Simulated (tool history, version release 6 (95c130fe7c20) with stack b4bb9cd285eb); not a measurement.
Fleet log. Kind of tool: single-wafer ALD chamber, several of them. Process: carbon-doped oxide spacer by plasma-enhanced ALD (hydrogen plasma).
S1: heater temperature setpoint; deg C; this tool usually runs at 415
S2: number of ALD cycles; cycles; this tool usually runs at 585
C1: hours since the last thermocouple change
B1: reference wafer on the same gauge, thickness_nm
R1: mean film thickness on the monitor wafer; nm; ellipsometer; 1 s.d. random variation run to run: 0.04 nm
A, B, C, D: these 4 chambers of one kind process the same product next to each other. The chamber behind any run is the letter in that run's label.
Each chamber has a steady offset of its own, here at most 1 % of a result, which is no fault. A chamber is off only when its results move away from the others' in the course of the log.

run   hour   S1   S2      C1      B1      R1
 1C   12.5  415  585  1375.4  22.813  27.779
 2D   25.4  415  585   427.5  22.804  28.039
 3B   37.0  415  585  1080.1  22.822  27.811
 4A   50.2  415  585  1243.7  22.815  27.786
 5C   56.8  415  585  1419.7  22.829  27.829
 6B   67.3  415  585  1110.4  22.831  27.863
 7A   78.7  428  643  1272.2  22.848  29.275
 8D   91.8  428  643   493.9  22.843  29.658
 9A  103.3  428  643  1296.8  22.849  29.424
10B  110.9  428  643  1154.0  22.858  29.344
11C  120.2  415  585  1483.1  22.859  27.906
12D  130.7  415  585   532.8  22.861  28.210
13C  139.5  415  585  1502.4  22.852  27.904
14B  145.8  415  585  1188.9  22.860  27.889
15D  154.1  415  585   556.2  22.880  28.169
16A  165.3  415  585  1358.8  22.880  27.809
17A  178.1  415  500  1371.6  22.878  23.761
18B  190.3  415  500  1233.4  22.887  23.820
19C  198.7  415  500  1561.6  22.893  23.861
20D  209.2  415  500   611.3  22.894  24.146
21B  216.7  403  647  1259.8  22.900  32.081
22A  227.8  403  647  1421.3  22.899  31.950
23D  234.8  403  647   636.9  22.908  32.415
24C  242.9  403  647  1605.8  22.916  32.032
25D  253.1  415  585   655.2  22.916  28.217
26C  260.5  426  524  1623.4  22.925  24.172
27A  271.2  426  524  1464.7  22.920  24.108
28B  284.8  426  524  1327.9  22.924  24.244

All chambers now run identical settings, listed one chamber a line with results as question marks. What results will each chamber show?
29A  295.1  402  585           ?
29B  295.1  402  585           ?
29C  295.1  402  585           ?
29D  295.1  402  585           ?

run      R1
29A  29.054
29B  29.072
29C  29.000
29D  29.441

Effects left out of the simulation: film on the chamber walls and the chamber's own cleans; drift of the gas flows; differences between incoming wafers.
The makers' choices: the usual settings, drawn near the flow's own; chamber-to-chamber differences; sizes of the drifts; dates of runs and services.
